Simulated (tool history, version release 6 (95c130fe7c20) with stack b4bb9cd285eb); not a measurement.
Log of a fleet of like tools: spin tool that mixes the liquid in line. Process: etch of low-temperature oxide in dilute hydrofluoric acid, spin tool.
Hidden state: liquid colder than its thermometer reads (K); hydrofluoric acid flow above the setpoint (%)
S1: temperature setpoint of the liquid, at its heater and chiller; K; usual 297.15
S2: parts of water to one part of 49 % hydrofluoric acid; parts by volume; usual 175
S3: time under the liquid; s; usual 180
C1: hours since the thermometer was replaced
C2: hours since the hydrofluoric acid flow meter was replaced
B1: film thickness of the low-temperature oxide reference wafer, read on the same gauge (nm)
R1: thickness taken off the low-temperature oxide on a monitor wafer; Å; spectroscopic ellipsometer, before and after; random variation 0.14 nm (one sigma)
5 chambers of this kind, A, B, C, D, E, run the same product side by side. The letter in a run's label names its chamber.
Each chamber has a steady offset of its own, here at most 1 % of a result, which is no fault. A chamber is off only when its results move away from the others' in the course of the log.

run     day      S1   S2   S3      C1      C2      B1      R1
 1C   0.358  297.15  175  180   606.8   521.2  79.964  167.24
 2A   0.871  297.15  175  180   600.1    28.7  79.997  160.17
 3B   1.129  297.15  175  180  2870.4  1451.7  79.976  165.54
 4D   1.712  297.15  175  180   464.8   619.2  80.034  163.55
 5E   2.058  297.15  175  180  1434.1   170.8  80.004  164.54
 6B   2.362  297.15  175  180    2900  1481.3  80.029  163.49
 7A   2.942  297.15  175  180   649.8    78.4  79.986  160.23
 8C   3.233  297.15  175  180   675.8   590.2  80.014  166.05
 9E   3.717  297.15  175  180  1473.9   210.6  80.005  165.75
10D   4.058  297.15  175  180   521.1   675.5  80.019  161.77
11D   4.421  297.15  255  180   529.8   684.2  80.035  102.93
      4.679  -- chamber B: thermometer replaced
12A   4.708  297.15  255  180   692.2   120.8  80.018  101.63
13B   4.983  297.15  255  180     7.4  1544.2  80.012  102.56
14E    5.25  297.15  255  180  1510.7   247.4  79.997  102.55
15C    5.75  297.15  255  180   736.2   650.6  80.006  102.16
16D   6.083  297.15  175  180   569.7   724.1  79.972  165.07
17B   6.471  293.65  175  180    43.1  1579.9  80.001  142.73
18C   6.808  293.65  175  180   761.6     676  80.009  141.51
19E   7.392  293.65  175  180  1562.1   298.8  80.004  144.85
20A   7.942  293.65  175  180   769.8   198.4   80.01  139.47
21E   8.321  293.65  175  180  1584.4   321.1  79.996   145.4
22A   8.862  297.15  175  180   791.9   220.5  80.006   161.9
23B   9.412  297.15  175  180   113.7  1650.5  80.006  164.36
24D   9.667  297.15  175  180   655.7   810.1  80.018  162.28
25C  10.188  297.15  175  180   842.7   757.1  79.986  162.37
26D  10.562  297.15  175  180   677.2   831.6  79.993  163.69
27E  11.138  297.15  175  180    1652   388.7  79.987  162.38
28A  11.446  297.15  175  180   853.9   282.5   80.01  164.67
29B  11.954  297.15  175  180   174.7  1711.5  79.971   164.1
30C  12.404  297.15  175  180   895.9   810.3  80.018  161.95
31A  12.858  297.15  175  180   887.8   316.4  79.984  163.51
32D  13.125  297.15  175  180   738.7   893.1  80.018   160.4
33E  13.383  297.15  175  180  1705.9   442.6  80.017  163.69

All 5 chambers run these settings next. Forecast each chamber's results:
34A  13.8  297.15  120  180               ?
34B  13.8  297.15  120  180               ?
34C  13.8  297.15  120  180               ?
34D  13.8  297.15  120  180               ?
34E  13.8  297.15  120  180               ?

run      R1
34A  247.71
34B  261.12
34C  253.22
34D  254.77
34E  256.44
